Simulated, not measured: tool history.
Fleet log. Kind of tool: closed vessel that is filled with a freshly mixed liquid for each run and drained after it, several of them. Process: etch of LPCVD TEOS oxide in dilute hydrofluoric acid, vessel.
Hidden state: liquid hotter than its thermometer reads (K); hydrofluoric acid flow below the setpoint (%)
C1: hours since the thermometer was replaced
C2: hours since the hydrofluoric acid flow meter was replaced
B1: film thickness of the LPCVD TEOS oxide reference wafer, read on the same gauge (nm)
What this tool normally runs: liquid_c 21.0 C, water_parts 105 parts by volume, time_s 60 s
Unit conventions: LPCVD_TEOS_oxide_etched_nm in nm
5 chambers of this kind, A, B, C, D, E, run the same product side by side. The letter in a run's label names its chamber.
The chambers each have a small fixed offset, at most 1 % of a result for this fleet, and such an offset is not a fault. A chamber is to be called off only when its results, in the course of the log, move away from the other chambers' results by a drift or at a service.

{"run": "1B", "hour": 4.9, "liquid_c": 21.0, "water_parts": 105, "time_s": 60, "C1": 401.5, "C2": 1649.0, "B1": 150.02, "LPCVD_TEOS_oxide_etched_nm": 28.374}
{"run": "2E", "hour": 10.6, "liquid_c": 21.0, "water_parts": 105, "time_s": 60, "C1": 1404.8, "C2": 207.6, "B1": 149.97, "LPCVD_TEOS_oxide_etched_nm": 28.426}
{"run": "3D", "hour": 14.0, "liquid_c": 21.0, "water_parts": 105, "time_s": 60, "C1": 617.5, "C2": 973.4, "B1": 150.0, "LPCVD_TEOS_oxide_etched_nm": 28.055}
{"run": "4A", "hour": 18.5, "liquid_c": 21.0, "water_parts": 105, "time_s": 60, "C1": 500.8, "C2": 98.5, "B1": 149.97, "LPCVD_TEOS_oxide_etched_nm": 28.043}
{"run": "5C", "hour": 22.2, "liquid_c": 18.5, "water_parts": 130, "time_s": 60, "C1": 1384.4, "C2": 313.4, "B1": 149.94, "LPCVD_TEOS_oxide_etched_nm": 20.059}
{"run": "6D", "hour": 27.5, "liquid_c": 18.5, "water_parts": 130, "time_s": 60, "C1": 631.0, "C2": 986.9, "B1": 149.98, "LPCVD_TEOS_oxide_etched_nm": 19.891}
{"hour": 28.7, "done": "chamber A: thermometer replaced"}
{"run": "7B", "hour": 33.5, "liquid_c": 18.5, "water_parts": 130, "time_s": 60, "C1": 430.1, "C2": 1677.6, "B1": 150.01, "LPCVD_TEOS_oxide_etched_nm": 20.031}
{"run": "8A", "hour": 38.7, "liquid_c": 18.5, "water_parts": 130, "time_s": 60, "C1": 10.0, "C2": 118.7, "B1": 150.0, "LPCVD_TEOS_oxide_etched_nm": 19.743}
{"run": "9E", "hour": 44.2, "liquid_c": 18.5, "water_parts": 130, "time_s": 60, "C1": 1438.4, "C2": 241.2, "B1": 149.95, "LPCVD_TEOS_oxide_etched_nm": 20.148}
{"run": "10C", "hour": 46.9, "liquid_c": 17.0, "water_parts": 105, "time_s": 90, "C1": 1409.1, "C2": 338.1, "B1": 150.0, "LPCVD_TEOS_oxide_etched_nm": 35.828}
{"run": "11B", "hour": 50.2, "liquid_c": 17.0, "water_parts": 105, "time_s": 90, "C1": 446.8, "C2": 1694.3, "B1": 149.98, "LPCVD_TEOS_oxide_etched_nm": 35.858}
{"run": "12D", "hour": 55.7, "liquid_c": 17.0, "water_parts": 105, "time_s": 90, "C1": 659.2, "C2": 1015.1, "B1": 150.01, "LPCVD_TEOS_oxide_etched_nm": 35.79}
{"run": "13E", "hour": 59.2, "liquid_c": 17.0, "water_parts": 105, "time_s": 90, "C1": 1453.4, "C2": 256.2, "B1": 149.99, "LPCVD_TEOS_oxide_etched_nm": 35.986}
{"run": "14A", "hour": 63.6, "liquid_c": 17.0, "water_parts": 105, "time_s": 90, "C1": 34.9, "C2": 143.6, "B1": 149.97, "LPCVD_TEOS_oxide_etched_nm": 35.661}
{"run": "15C", "hour": 66.8, "liquid_c": 21.0, "water_parts": 105, "time_s": 60, "C1": 1429.0, "C2": 358.0, "B1": 150.01, "LPCVD_TEOS_oxide_etched_nm": 28.372}
{"run": "16C", "hour": 71.0, "liquid_c": 21.0, "water_parts": 105, "time_s": 60, "C1": 1433.2, "C2": 362.2, "B1": 149.98, "LPCVD_TEOS_oxide_etched_nm": 28.222}
{"run": "17B", "hour": 76.9, "liquid_c": 21.0, "water_parts": 105, "time_s": 60, "C1": 473.5, "C2": 1721.0, "B1": 149.99, "LPCVD_TEOS_oxide_etched_nm": 28.265}
{"run": "18A", "hour": 80.9, "liquid_c": 21.0, "water_parts": 105, "time_s": 60, "C1": 52.2, "C2": 160.9, "B1": 150.0, "LPCVD_TEOS_oxide_etched_nm": 28.055}
{"run": "19D", "hour": 86.4, "liquid_c": 21.0, "water_parts": 105, "time_s": 60, "C1": 689.9, "C2": 1045.8, "B1": 150.0, "LPCVD_TEOS_oxide_etched_nm": 27.812}
{"run": "20E", "hour": 91.2, "liquid_c": 21.0, "water_parts": 105, "time_s": 60, "C1": 1485.4, "C2": 288.2, "B1": 150.0, "LPCVD_TEOS_oxide_etched_nm": 28.529}
{"run": "21A", "hour": 96.5, "liquid_c": 21.0, "water_parts": 105, "time_s": 60, "C1": 67.8, "C2": 176.5, "B1": 150.02, "LPCVD_TEOS_oxide_etched_nm": 27.896}
{"run": "22B", "hour": 101.9, "liquid_c": 21.0, "water_parts": 105, "time_s": 60, "C1": 498.5, "C2": 1746.0, "B1": 150.03, "LPCVD_TEOS_oxide_etched_nm": 28.34}
{"run": "23C", "hour": 105.2, "liquid_c": 21.0, "water_parts": 105, "time_s": 90, "C1": 1467.4, "C2": 396.4, "B1": 150.02, "LPCVD_TEOS_oxide_etched_nm": 42.505}
{"run": "24E", "hour": 108.7, "liquid_c": 21.0, "water_parts": 105, "time_s": 90, "C1": 1502.9, "C2": 305.7, "B1": 150.0, "LPCVD_TEOS_oxide_etched_nm": 42.619}
{"run": "25D", "hour": 111.7, "liquid_c": 21.0, "water_parts": 105, "time_s": 90, "C1": 715.2, "C2": 1071.1, "B1": 149.97, "LPCVD_TEOS_oxide_etched_nm": 41.929}
{"run": "26E", "hour": 115.9, "liquid_c": 21.0, "water_parts": 105, "time_s": 90, "C1": 1510.1, "C2": 312.9, "B1": 150.02, "LPCVD_TEOS_oxide_etched_nm": 42.551}
{"run": "27D", "hour": 120.4, "liquid_c": 21.0, "water_parts": 105, "time_s": 90, "C1": 723.9, "C2": 1079.8, "B1": 149.99, "LPCVD_TEOS_oxide_etched_nm": 41.813}
{"run": "28B", "hour": 123.7, "liquid_c": 21.0, "water_parts": 105, "time_s": 60, "C1": 520.3, "C2": 1767.8, "B1": 150.03, "LPCVD_TEOS_oxide_etched_nm": 28.395}
{"run": "29C", "hour": 128.1, "liquid_c": 21.0, "water_parts": 105, "time_s": 60, "C1": 1490.3, "C2": 419.3, "B1": 149.97, "LPCVD_TEOS_oxide_etched_nm": 28.171}
{"run": "30A", "hour": 133.0, "liquid_c": 21.0, "water_parts": 105, "time_s": 60, "C1": 104.3, "C2": 213.0, "B1": 150.02, "LPCVD_TEOS_oxide_etched_nm": 27.838}
{"run": "31D", "hour": 138.2, "liquid_c": 21.0, "water_parts": 105, "time_s": 60, "C1": 741.7, "C2": 1097.6, "B1": 150.0, "LPCVD_TEOS_oxide_etched_nm": 28.049}
{"run": "32B", "hour": 143.5, "liquid_c": 21.0, "water_parts": 105, "time_s": 60, "C1": 540.1, "C2": 1787.6, "B1": 149.98, "LPCVD_TEOS_oxide_etched_nm": 28.447}
{"run": "33E", "hour": 149.0, "liquid_c": 21.0, "water_parts": 105, "time_s": 60, "C1": 1543.2, "C2": 346.0, "B1": 150.0, "LPCVD_TEOS_oxide_etched_nm": 28.3}
{"run": "34A", "hour": 151.8, "liquid_c": 21.0, "water_parts": 105, "time_s": 60, "C1": 123.1, "C2": 231.8, "B1": 149.97, "LPCVD_TEOS_oxide_etched_nm": 27.983}
{"run": "35C", "hour": 155.6, "liquid_c": 21.0, "water_parts": 105, "time_s": 60, "C1": 1517.8, "C2": 446.8, "B1": 149.99, "LPCVD_TEOS_oxide_etched_nm": 28.301}
{"run": "36B", "hour": 159.2, "liquid_c": 21.0, "water_parts": 105, "time_s": 60, "C1": 555.8, "C2": 1803.3, "B1": 150.02, "LPCVD_TEOS_oxide_etched_nm": 28.286}

Next, all 5 chambers run the settings below, one line each with question marks for the results. What does each chamber give?
{"run": "37A", "hour": 163.7, "liquid_c": 21.0, "water_parts": 105, "time_s": 45, "LPCVD_TEOS_oxide_etched_nm": "?"}
{"run": "37B", "hour": 163.7, "liquid_c": 21.0, "water_parts": 105, "time_s": 45, "LPCVD_TEOS_oxide_etched_nm": "?"}
{"run": "37C", "hour": 163.7, "liquid_c": 21.0, "water_parts": 105, "time_s": 45, "LPCVD_TEOS_oxide_etched_nm": "?"}
{"run": "37D", "hour": 163.7, "liquid_c": 21.0, "water_parts": 105, "time_s": 45, "LPCVD_TEOS_oxide_etched_nm": "?"}
{"run": "37E", "hour": 163.7, "liquid_c": 21.0, "water_parts": 105, "time_s": 45, "LPCVD_TEOS_oxide_etched_nm": "?"}

run=37A LPCVD_TEOS_oxide_etched_nm=21.020
run=37B LPCVD_TEOS_oxide_etched_nm=21.358
run=37C LPCVD_TEOS_oxide_etched_nm=21.225
run=37D LPCVD_TEOS_oxide_etched_nm=21.123
run=37E LPCVD_TEOS_oxide_etched_nm=21.336
